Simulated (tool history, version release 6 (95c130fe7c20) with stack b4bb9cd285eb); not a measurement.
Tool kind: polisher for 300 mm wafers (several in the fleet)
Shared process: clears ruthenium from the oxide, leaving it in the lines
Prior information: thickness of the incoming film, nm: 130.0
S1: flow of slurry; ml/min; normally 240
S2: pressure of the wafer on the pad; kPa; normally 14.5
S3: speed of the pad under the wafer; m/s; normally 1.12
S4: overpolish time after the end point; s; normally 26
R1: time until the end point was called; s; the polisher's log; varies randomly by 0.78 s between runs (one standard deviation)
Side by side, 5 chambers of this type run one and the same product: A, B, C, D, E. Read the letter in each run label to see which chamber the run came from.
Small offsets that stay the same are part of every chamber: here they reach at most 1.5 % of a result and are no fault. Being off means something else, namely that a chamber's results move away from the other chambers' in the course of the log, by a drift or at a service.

-- day=0.238 chamber E: worn pad replaced by a new one
run 1C day=0.292 | S1=240 S2=14.5 S3=1.12 S4=26 | R1=87.569
-- day=0.421 chamber B: head pressure recalibrated
run 2E day=0.608 | S1=240 S2=14.5 S3=1.12 S4=26 | R1=90.228
-- day=0.917 chamber A: worn pad replaced by a new one
run 3A day=1.088 | S1=240 S2=14.5 S3=1.12 S4=26 | R1=89.132
-- day=1.429 chamber A: slurry nozzle cleaned
run 4D day=1.462 | S1=240 S2=14.5 S3=1.12 S4=26 | R1=87.899
run 5B day=1.725 | S1=240 S2=14.5 S3=1.12 S4=26 | R1=88.432
run 6B day=2.021 | S1=240 S2=14.5 S3=1.12 S4=26 | R1=89.403
run 7D day=2.354 | S1=240 S2=14.5 S3=1.12 S4=26 | R1=87.652
-- day=2.625 chamber E: slurry nozzle cleaned
run 8E day=2.842 | S1=240 S2=14.5 S3=1.12 S4=26 | R1=89.464
run 9A day=3.062 | S1=240 S2=14.5 S3=1.12 S4=26 | R1=89.184
run 10C day=3.458 | S1=240 S2=14.5 S3=1.12 S4=26 | R1=88.028
-- day=3.688 chamber C: worn pad replaced by a new one
-- day=3.688 chamber A: worn pad replaced by a new one
run 11D day=3.871 | S1=240 S2=14.5 S3=1.12 S4=26 | R1=86.807
run 12B day=4.308 | S1=240 S2=14.5 S3=1.12 S4=26 | R1=91.271
-- day=4.325 chamber D: slurry nozzle cleaned
-- day=4.417 chamber C: slurry nozzle cleaned
run 13C day=4.729 | S1=240 S2=14.5 S3=1.12 S4=26 | R1=87.752
-- day=4.942 chamber E: worn pad replaced by a new one
run 14E day=5.075 | S1=240 S2=14.5 S3=1.12 S4=26 | R1=88.115
-- day=5.258 chamber D: worn pad replaced by a new one
run 15A day=5.425 | S1=240 S2=14.5 S3=1.12 S4=26 | R1=90.127
run 16E day=5.683 | S1=240 S2=14.5 S3=0.88 S4=34 | R1=114.560
run 17D day=5.925 | S1=240 S2=14.5 S3=0.88 S4=34 | R1=114.090
run 18C day=6.188 | S1=240 S2=14.5 S3=0.88 S4=34 | R1=110.170
-- day=6.267 chamber B: slurry nozzle cleaned
run 19B day=6.633 | S1=240 S2=14.5 S3=0.88 S4=34 | R1=117.770
-- day=6.988 chamber A: worn pad replaced by a new one
run 20A day=7.112 | S1=240 S2=14.5 S3=0.88 S4=34 | R1=112.110
run 21B day=7.521 | S1=240 S2=14.5 S3=1.12 S4=26 | R1=92.683
run 22E day=7.992 | S1=240 S2=14.5 S3=1.12 S4=26 | R1=90.005
run 23A day=8.429 | S1=240 S2=14.5 S3=1.12 S4=26 | R1=88.310
-- day=8.483 chamber C: worn pad replaced by a new one
run 24C day=8.812 | S1=240 S2=14.5 S3=1.12 S4=26 | R1=88.396
run 25D day=9.112 | S1=240 S2=14.5 S3=1.12 S4=26 | R1=88.536
run 26E day=9.562 | S1=240 S2=14.5 S3=1.12 S4=26 | R1=89.293
-- day=9.600 chamber E: worn pad replaced by a new one
run 27A day=9.950 | S1=240 S2=17.9 S3=1.34 S4=26 | R1=60.106
-- day=10.025 chamber D: head pressure recalibrated
-- day=10.192 chamber A: worn pad replaced by a new one
run 28D day=10.371 | S1=240 S2=17.9 S3=1.34 S4=26 | R1=59.715
run 29C day=10.671 | S1=240 S2=17.9 S3=1.34 S4=26 | R1=59.374
run 30B day=11.146 | S1=240 S2=17.9 S3=1.34 S4=26 | R1=64.323
-- day=11.325 chamber D: worn pad replaced by a new one
run 31B day=11.508 | S1=240 S2=17.9 S3=1.34 S4=26 | R1=65.493
-- day=11.733 chamber A: slurry nozzle cleaned
run 32D day=11.933 | S1=240 S2=14.5 S3=1.12 S4=26 | R1=87.700
run 33C day=12.146 | S1=240 S2=14.5 S3=1.12 S4=26 | R1=87.076
run 34E day=12.542 | S1=240 S2=14.5 S3=1.12 S4=26 | R1=88.864
-- day=12.846 chamber A: worn pad replaced by a new one
run 35A day=12.925 | S1=240 S2=14.5 S3=1.12 S4=26 | R1=88.604
run 36B day=13.283 | S1=240 S2=14.5 S3=1.12 S4=26 | R1=97.213

All chambers now run identical settings, listed one chamber a line with results as question marks. What results will each chamber show?
run 37A day=13.633 | S1=240 S2=14.5 S3=0.86 S4=26 | R1=?
run 37B day=13.633 | S1=240 S2=14.5 S3=0.86 S4=26 | R1=?
run 37C day=13.633 | S1=240 S2=14.5 S3=0.86 S4=26 | R1=?
run 37D day=13.633 | S1=240 S2=14.5 S3=0.86 S4=26 | R1=?
run 37E day=13.633 | S1=240 S2=14.5 S3=0.86 S4=26 | R1=?

run=37A R1=116.110
run=37B R1=127.830
run=37C R1=114.640
run=37D R1=115.040
run=37E R1=117.230
